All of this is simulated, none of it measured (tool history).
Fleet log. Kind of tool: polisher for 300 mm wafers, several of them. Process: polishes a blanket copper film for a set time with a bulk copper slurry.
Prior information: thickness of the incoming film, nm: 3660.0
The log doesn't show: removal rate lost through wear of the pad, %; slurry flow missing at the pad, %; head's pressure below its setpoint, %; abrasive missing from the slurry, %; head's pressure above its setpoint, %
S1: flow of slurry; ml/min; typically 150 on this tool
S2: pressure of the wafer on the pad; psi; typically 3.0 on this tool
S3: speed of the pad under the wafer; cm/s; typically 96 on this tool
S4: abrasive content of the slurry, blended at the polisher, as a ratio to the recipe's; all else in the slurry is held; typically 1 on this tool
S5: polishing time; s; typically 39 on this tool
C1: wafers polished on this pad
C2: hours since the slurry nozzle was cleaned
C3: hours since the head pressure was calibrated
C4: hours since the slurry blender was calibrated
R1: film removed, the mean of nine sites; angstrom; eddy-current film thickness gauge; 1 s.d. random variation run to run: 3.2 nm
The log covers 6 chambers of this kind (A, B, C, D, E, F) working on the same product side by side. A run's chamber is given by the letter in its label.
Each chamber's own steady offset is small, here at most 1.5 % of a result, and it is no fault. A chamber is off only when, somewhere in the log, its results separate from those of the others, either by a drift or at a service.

{"run": "1B", "hour": 14.2, "S1": 150, "S2": 3.0, "S3": 96, "S4": 1, "S5": 39, "C1": 957, "C2": 394.5, "C3": 441.9, "C4": 85.2, "R1": 4317.6}
{"hour": 17.4, "done": "chamber C: worn pad replaced by a new one"}
{"hour": 19.2, "done": "chamber A: slurry nozzle cleaned"}
{"run": "2D", "hour": 27.5, "S1": 150, "S2": 3.0, "S3": 96, "S4": 1, "S5": 39, "C1": 1215, "C2": 394.7, "C3": 173.4, "C4": 198.4, "R1": 4225.3}
{"hour": 31.2, "done": "chamber D: worn pad replaced by a new one"}
{"run": "3F", "hour": 37.9, "S1": 150, "S2": 3.0, "S3": 96, "S4": 1, "S5": 39, "C1": 894, "C2": 950.8, "C3": 370.0, "C4": 162.2, "R1": 4328.8}
{"hour": 44.9, "done": "chamber B: worn pad replaced by a new one"}
{"run": "4C", "hour": 49.1, "S1": 150, "S2": 3.0, "S3": 96, "S4": 1, "S5": 39, "C1": 454, "C2": 754.9, "C3": 799.5, "C4": 376.3, "R1": 4302.2}
{"hour": 57.4, "done": "chamber B: head pressure recalibrated"}
{"run": "5A", "hour": 59.8, "S1": 150, "S2": 3.0, "S3": 96, "S4": 1, "S5": 39, "C1": 1067, "C2": 40.7, "C3": 959.3, "C4": 245.8, "R1": 4306.0}
{"hour": 69.5, "done": "chamber C: slurry blender recalibrated"}
{"run": "6E", "hour": 71.7, "S1": 150, "S2": 3.0, "S3": 96, "S4": 1, "S5": 39, "C1": 1092, "C2": 447.3, "C3": 832.7, "C4": 178.8, "R1": 4221.8}
{"hour": 76.1, "done": "chamber A: worn pad replaced by a new one"}
{"run": "7A", "hour": 79.7, "S1": 150, "S2": 3.0, "S3": 96, "S4": 1, "S5": 39, "C1": 52, "C2": 60.6, "C3": 979.2, "C4": 265.7, "R1": 4274.0}
{"hour": 80.4, "done": "chamber C: slurry nozzle cleaned"}
{"hour": 84.4, "done": "chamber F: worn pad replaced by a new one"}
{"hour": 89.4, "done": "chamber F: slurry nozzle cleaned"}
{"hour": 92.5, "done": "chamber E: worn pad replaced by a new one"}
{"run": "8D", "hour": 92.9, "S1": 150, "S2": 3.0, "S3": 96, "S4": 1, "S5": 39, "C1": 884, "C2": 460.1, "C3": 238.8, "C4": 263.8, "R1": 4256.6}
{"hour": 105.0, "done": "chamber C: worn pad replaced by a new one"}
{"run": "9E", "hour": 107.3, "S1": 150, "S2": 3.0, "S3": 96, "S4": 1, "S5": 39, "C1": 212, "C2": 482.9, "C3": 868.3, "C4": 214.4, "R1": 4269.3}
{"hour": 111.9, "done": "chamber E: slurry nozzle cleaned"}
{"hour": 113.6, "done": "chamber D: worn pad replaced by a new one"}
{"hour": 115.2, "done": "chamber D: slurry blender recalibrated"}
{"run": "10C", "hour": 117.0, "S1": 150, "S2": 3.0, "S3": 96, "S4": 1, "S5": 39, "C1": 172, "C2": 36.7, "C3": 867.4, "C4": 47.6, "R1": 4277.9}
{"run": "11B", "hour": 124.0, "S1": 150, "S2": 3.0, "S3": 96, "S4": 1, "S5": 39, "C1": 1133, "C2": 504.3, "C3": 66.6, "C4": 195.0, "R1": 4340.3}
{"hour": 130.8, "done": "chamber B: worn pad replaced by a new one"}
{"run": "12F", "hour": 133.3, "S1": 150, "S2": 3.0, "S3": 96, "S4": 1, "S5": 39, "C1": 701, "C2": 43.9, "C3": 465.4, "C4": 257.6, "R1": 4292.4}
{"run": "13F", "hour": 143.9, "S1": 150, "S2": 3.0, "S3": 96, "S4": 1, "S5": 39, "C1": 852, "C2": 54.5, "C3": 476.0, "C4": 268.2, "R1": 4231.0}
{"hour": 146.4, "done": "chamber E: slurry blender recalibrated"}
{"hour": 154.9, "done": "chamber D: slurry nozzle cleaned"}
{"hour": 156.1, "done": "chamber A: head pressure recalibrated"}
{"run": "14D", "hour": 158.1, "S1": 150, "S2": 3.0, "S3": 96, "S4": 1, "S5": 39, "C1": 637, "C2": 3.2, "C3": 304.0, "C4": 42.9, "R1": 4258.7}
{"hour": 160.9, "done": "chamber A: worn pad replaced by a new one"}
{"hour": 169.4, "done": "chamber E: worn pad replaced by a new one"}
{"run": "15A", "hour": 173.5, "S1": 150, "S2": 3.0, "S3": 96, "S4": 1, "S5": 39, "C1": 181, "C2": 154.4, "C3": 17.5, "C4": 359.5, "R1": 3975.1}
{"run": "16C", "hour": 184.0, "S1": 150, "S2": 3.0, "S3": 96, "S4": 1, "S5": 39, "C1": 1131, "C2": 103.7, "C3": 934.4, "C4": 114.6, "R1": 4254.9}
{"hour": 185.3, "done": "chamber C: worn pad replaced by a new one"}
{"hour": 192.4, "done": "chamber F: worn pad replaced by a new one"}
{"hour": 194.5, "done": "chamber D: worn pad replaced by a new one"}
{"run": "17E", "hour": 198.3, "S1": 150, "S2": 3.0, "S3": 96, "S4": 1, "S5": 39, "C1": 413, "C2": 86.4, "C3": 959.3, "C4": 51.9, "R1": 4344.6}
{"run": "18B", "hour": 211.1, "S1": 150, "S2": 3.0, "S3": 96, "S4": 1, "S5": 39, "C1": 1149, "C2": 591.4, "C3": 153.7, "C4": 282.1, "R1": 4302.5}
{"hour": 212.6, "done": "chamber A: slurry blender recalibrated"}
{"hour": 221.1, "done": "chamber B: worn pad replaced by a new one"}
{"run": "19D", "hour": 223.8, "S1": 150, "S2": 3.0, "S3": 96, "S4": 1, "S5": 39, "C1": 420, "C2": 68.9, "C3": 369.7, "C4": 108.6, "R1": 4222.2}
{"run": "20F", "hour": 238.3, "S1": 150, "S2": 3.0, "S3": 96, "S4": 1, "S5": 39, "C1": 657, "C2": 148.9, "C3": 570.4, "C4": 362.6, "R1": 4273.4}
{"hour": 245.5, "done": "chamber A: worn pad replaced by a new one"}
{"run": "21C", "hour": 248.4, "S1": 150, "S2": 3.0, "S3": 96, "S4": 1, "S5": 39, "C1": 903, "C2": 168.1, "C3": 998.8, "C4": 179.0, "R1": 4327.9}
{"hour": 248.5, "done": "chamber F: slurry blender recalibrated"}
{"hour": 252.0, "done": "chamber E: worn pad replaced by a new one"}
{"run": "22B", "hour": 257.4, "S1": 150, "S2": 3.0, "S3": 96, "S4": 1, "S5": 39, "C1": 519, "C2": 637.7, "C3": 200.0, "C4": 328.4, "R1": 4345.6}
{"run": "23E", "hour": 265.9, "S1": 150, "S2": 3.0, "S3": 96, "S4": 1, "S5": 39, "C1": 199, "C2": 154.0, "C3": 1026.9, "C4": 119.5, "R1": 4334.8}
{"hour": 266.4, "done": "chamber C: worn pad replaced by a new one"}
{"run": "24A", "hour": 275.2, "S1": 150, "S2": 3.0, "S3": 96, "S4": 1, "S5": 39, "C1": 425, "C2": 256.1, "C3": 119.2, "C4": 62.6, "R1": 3943.8}
{"hour": 277.7, "done": "chamber D: worn pad replaced by a new one"}
{"run": "25D", "hour": 286.8, "S1": 150, "S2": 3.0, "S3": 96, "S4": 1, "S5": 39, "C1": 131, "C2": 131.9, "C3": 432.7, "C4": 171.6, "R1": 4295.5}
{"hour": 288.6, "done": "chamber B: slurry nozzle cleaned"}
{"hour": 288.9, "done": "chamber F: worn pad replaced by a new one"}
{"run": "26E", "hour": 298.3, "S1": 150, "S2": 3.0, "S3": 96, "S4": 1, "S5": 39, "C1": 663, "C2": 186.4, "C3": 1059.3, "C4": 151.9, "R1": 4397.6}
{"run": "27C", "hour": 308.9, "S1": 150, "S2": 3.0, "S3": 96, "S4": 1, "S5": 39, "C1": 608, "C2": 228.6, "C3": 1059.3, "C4": 239.5, "R1": 4281.8}
{"hour": 311.1, "done": "chamber B: worn pad replaced by a new one"}
{"run": "28A", "hour": 324.3, "S1": 150, "S2": 3.0, "S3": 96, "S4": 1, "S5": 39, "C1": 1128, "C2": 305.2, "C3": 168.3, "C4": 111.7, "R1": 3966.4}
{"hour": 328.5, "done": "chamber A: worn pad replaced by a new one"}
{"run": "29B", "hour": 336.1, "S1": 150, "S2": 2.2, "S3": 96, "S4": 1, "S5": 39, "C1": 358, "C2": 47.5, "C3": 278.7, "C4": 407.1, "R1": 3170.2}
{"run": "30F", "hour": 346.0, "S1": 150, "S2": 2.2, "S3": 96, "S4": 1, "S5": 39, "C1": 818, "C2": 256.6, "C3": 678.1, "C4": 97.6, "R1": 3178.6}
{"hour": 350.7, "done": "chamber E: worn pad replaced by a new one"}
{"run": "31C", "hour": 355.4, "S1": 150, "S2": 2.2, "S3": 96, "S4": 1, "S5": 39, "C1": 1273, "C2": 275.1, "C3": 1105.8, "C4": 286.0, "R1": 3212.6}
{"run": "32A", "hour": 362.8, "S1": 150, "S2": 2.2, "S3": 96, "S4": 1, "S5": 39, "C1": 492, "C2": 343.7, "C3": 206.8, "C4": 150.2, "R1": 2864.7}
{"hour": 367.8, "done": "chamber B: slurry blender recalibrated"}
{"hour": 373.5, "done": "chamber D: worn pad replaced by a new one"}
{"run": "33D", "hour": 374.1, "S1": 150, "S2": 2.2, "S3": 96, "S4": 1, "S5": 39, "C1": 9, "C2": 219.2, "C3": 520.0, "C4": 258.9, "R1": 3126.7}
{"hour": 386.0, "done": "chamber E: slurry blender recalibrated"}
{"run": "34B", "hour": 386.4, "S1": 150, "S2": 2.2, "S3": 96, "S4": 1, "S5": 39, "C1": 1078, "C2": 97.8, "C3": 329.0, "C4": 18.7, "R1": 3222.0}
{"run": "35F", "hour": 396.1, "S1": 150, "S2": 3.0, "S3": 96, "S4": 1, "S5": 39, "C1": 1535, "C2": 306.7, "C3": 728.2, "C4": 147.7, "R1": 4267.0}
{"run": "36E", "hour": 408.1, "S1": 150, "S2": 3.0, "S3": 96, "S4": 1, "S5": 39, "C1": 821, "C2": 296.2, "C3": 1169.1, "C4": 22.2, "R1": 4303.6}
{"hour": 419.5, "done": "chamber D: slurry blender recalibrated"}
{"run": "37E", "hour": 419.6, "S1": 150, "S2": 3.0, "S3": 96, "S4": 1, "S5": 39, "C1": 986, "C2": 307.7, "C3": 1180.6, "C4": 33.7, "R1": 4296.5}
{"run": "38D", "hour": 432.1, "S1": 150, "S2": 3.0, "S3": 96, "S4": 1, "S5": 39, "C1": 839, "C2": 277.2, "C3": 578.0, "C4": 12.7, "R1": 4233.5}

Has any chamber moved away from the others, gradually or after a service, or does the common gauge drift, or do the chambers differ only by their own small steady offsets? State the chamber and the most likely cause if one applies.

A service on chamber A put it out of line with the rest.
What lies behind it: head's pressure below its setpoint, % = 7.88.

Here are 4 candidates for chamber A's next run, each the usual settings with a change, their results left as question marks. Which one brings its results back in line with what the others give on the usual settings?
In line here means within this much of the mean the other chambers give on the usual settings: R1 110.0 angstrom
{"run": "39A-1", "hour": 443.4, "S1": 180, "S2": 3.0, "S3": 96, "S4": 1, "S5": 39, "R1": "?"}
{"run": "39A-2", "hour": 443.4, "S1": 150, "S2": 3.0, "S3": 96, "S4": 1, "S5": 42, "R1": "?"}
{"run": "39A-3", "hour": 443.4, "S1": 150, "S2": 2.9, "S3": 96, "S4": 1, "S5": 39, "R1": "?"}
{"run": "39A-4", "hour": 443.4, "S1": 150, "S2": 3.0, "S3": 96, "S4": 1, "S5": 36, "R1": "?"}

On the usual settings, the other chambers give on average: R1 4296.8 angstrom
run=39A-1 R1=4064.9
run=39A-2 R1=4252.1
run=39A-3 R1=3815.6
run=39A-4 R1=3644.6
39A-2 brings the chamber back in line.

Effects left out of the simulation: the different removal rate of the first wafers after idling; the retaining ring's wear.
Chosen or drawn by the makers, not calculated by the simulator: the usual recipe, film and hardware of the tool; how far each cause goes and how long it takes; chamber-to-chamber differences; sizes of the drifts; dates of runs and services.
